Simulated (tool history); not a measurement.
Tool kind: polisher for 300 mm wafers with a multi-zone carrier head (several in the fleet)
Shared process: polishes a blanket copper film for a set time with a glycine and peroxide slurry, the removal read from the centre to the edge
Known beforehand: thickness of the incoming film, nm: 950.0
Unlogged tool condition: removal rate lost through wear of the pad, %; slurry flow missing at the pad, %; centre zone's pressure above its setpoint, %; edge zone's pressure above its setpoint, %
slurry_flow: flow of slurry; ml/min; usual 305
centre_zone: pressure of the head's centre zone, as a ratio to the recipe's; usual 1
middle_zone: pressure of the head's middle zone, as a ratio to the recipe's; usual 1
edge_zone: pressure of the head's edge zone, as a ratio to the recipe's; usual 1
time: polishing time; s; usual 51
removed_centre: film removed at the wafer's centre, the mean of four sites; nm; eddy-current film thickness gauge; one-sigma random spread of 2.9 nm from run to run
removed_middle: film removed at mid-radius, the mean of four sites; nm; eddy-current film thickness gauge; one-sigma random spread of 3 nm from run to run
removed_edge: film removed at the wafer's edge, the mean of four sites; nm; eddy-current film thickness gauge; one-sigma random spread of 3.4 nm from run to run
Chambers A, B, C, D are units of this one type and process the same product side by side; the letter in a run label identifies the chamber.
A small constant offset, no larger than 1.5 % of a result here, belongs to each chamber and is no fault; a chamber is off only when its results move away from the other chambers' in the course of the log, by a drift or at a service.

run	hour	slurry_flow	centre_zone	middle_zone	edge_zone	time	wafers polished on this pad	hours since the slurry nozzle was cleaned	hours since the centre zone pressure was calibrated	hours since the edge zone pressure was calibrated	removed_centre	removed_middle	removed_edge
# hour 1.1: chamber D: slurry nozzle cleaned
1B	4.3	305	1	1	1	51	1127	26.7	462.3	495.2	397.76	393.81	395.1
2A	9.1	305	1	1	1	51	700	327.7	72.3	553	398.23	392.98	398.75
3C	14.8	305	1	1	1	51	556	273	262.7	684.7	403.32	397.04	399.46
# hour 17.4: chamber B: worn pad replaced by a new one
4D	20.1	305	1	1	1	51	594	19.1	517.6	630.9	390.91	390.47	388.63
5C	26.6	305	1	1	1	51	660	284.8	274.5	696.5	395.88	396.29	394.31
6D	34.2	305	1	1	1	51	718	33.2	531.7	645	394.78	395.05	398.28
7B	39.7	305	1	1	1	51	196	62.1	497.7	530.6	396.54	393.17	395.78
8A	48.5	370	1	1	1	51	1047	367.1	111.7	592.4	406.85	400.69	396.36
# hour 49.6: chamber D: worn pad replaced by a new one
9B	53.8	370	1	1	1	51	321	76.2	511.8	544.7	404.87	398.95	404.9
10A	61.4	370	1	1	1	51	1161	380	124.6	605.3	406.84	400.86	396.87
11C	66.4	370	1	1	1	51	1010	324.6	314.3	736.3	400.79	392.51	397.03
# hour 66.8: chamber A: slurry nozzle cleaned
12D	70.7	210	1	1	1	51	186	69.7	568.2	681.5	380.03	378.5	386.67
13B	74.6	210	1	1	1	51	504	97	532.6	565.5	379.73	383.47	380.76
14C	79.1	210	1	1	1	51	1122	337.3	327	749	375	374.53	381.19
# hour 84.7: chamber A: worn pad replaced by a new one
15D	86.4	210	1	1	1	51	324	85.4	583.9	697.2	376.73	372.67	384.47
16A	92.9	305	1	1	1	51	73	26.2	156.1	636.8	396.96	396.67	386.94
# hour 95.2: chamber C: edge zone pressure recalibrated
17D	99	305	1	1	1	51	435	98	596.5	709.8	398.72	392.39	390.43
# hour 101.1: chamber C: centre zone pressure recalibrated
18C	103.4	305	1	1	1	51	1336	361.6	2.4	8.3	383.78	390.71	386.65
# hour 107.2: chamber B: centre zone pressure recalibrated
19A	108.3	305	1	1	1	51	208	41.6	171.5	652.2	398.82	393.75	390.4
20B	112.6	305	1	1	1	51	838	135	5.5	603.5	396.6	390.13	393.07
21B	117.1	305	1	1	1	51	878	139.5	10	608	397.49	392.59	394.85
22A	124.5	305	1	1	1	51	351	57.8	187.7	668.4	399.72	391.79	391.46
23C	129.4	305	1	1	1	51	1565	387.6	28.4	34.3	377.19	379.32	383.06
# hour 131: chamber B: edge zone pressure recalibrated
# hour 131.3: chamber D: worn pad replaced by a new one
24D	135.7	245	0.9	1	1	51	39	134.7	633.2	746.5	340.3	385.41	383.81
25B	144.6	245	0.9	1	1	51	1120	167	37.5	13.6	344.65	387.41	390.23
26A	150.4	245	0.9	1	1	51	579	83.7	213.6	694.3	347.72	384.07	387.82
27C	158.5	245	0.9	1	1	51	1821	416.7	57.5	63.4	321.56	365.87	367.58
# hour 160.1: chamber D: centre zone pressure recalibrated
28D	165.9	305	1	1	1	51	305	164.9	5.8	776.7	395.3	400.33	389.27
# hour 166.6: chamber B: worn pad replaced by a new one
29D	170	305	1	1	1	51	341	169	9.9	780.8	391.47	391.61	397.33
30B	174.6	305	1	1	1	51	70	197	67.5	43.6	396.56	399.03	396.92
31C	182	305	1	1	1	51	2028	440.2	81	86.9	372.48	379.58	376.26
32A	189.7	305	1	1	1	51	925	123	252.9	733.6	399.64	388.11	386.61
33C	195.8	305	1	1	1	51	2150	454	94.8	100.7	364.49	372.64	375.04
34D	199.8	305	1	1	1	51	603	198.8	39.7	810.6	396.02	394.32	392.69
35A	205.4	305	1.09	1.07	1	51	1063	138.7	268.6	749.3	444.69	420.85	390.43
36B	210.2	305	1.09	1.07	1	51	384	232.6	103.1	79.2	435.99	421.01	395.54
37C	215.8	305	1.09	1.07	1	51	2326	474	114.8	120.7	402.5	389	359.02

Predict what each chamber gives when all 4 of them run the settings below next.
38A	222.1	305	1	1	1	51					?	?	?
38B	222.1	305	1	1	1	51					?	?	?
38C	222.1	305	1	1	1	51					?	?	?
38D	222.1	305	1	1	1	51					?	?	?

run	removed_centre	removed_middle	removed_edge
38A	395.16	400.03	390.44
38B	394.48	394.16	392.59
38C	368.55	365.07	361.52
38D	393.32	393.78	402.39
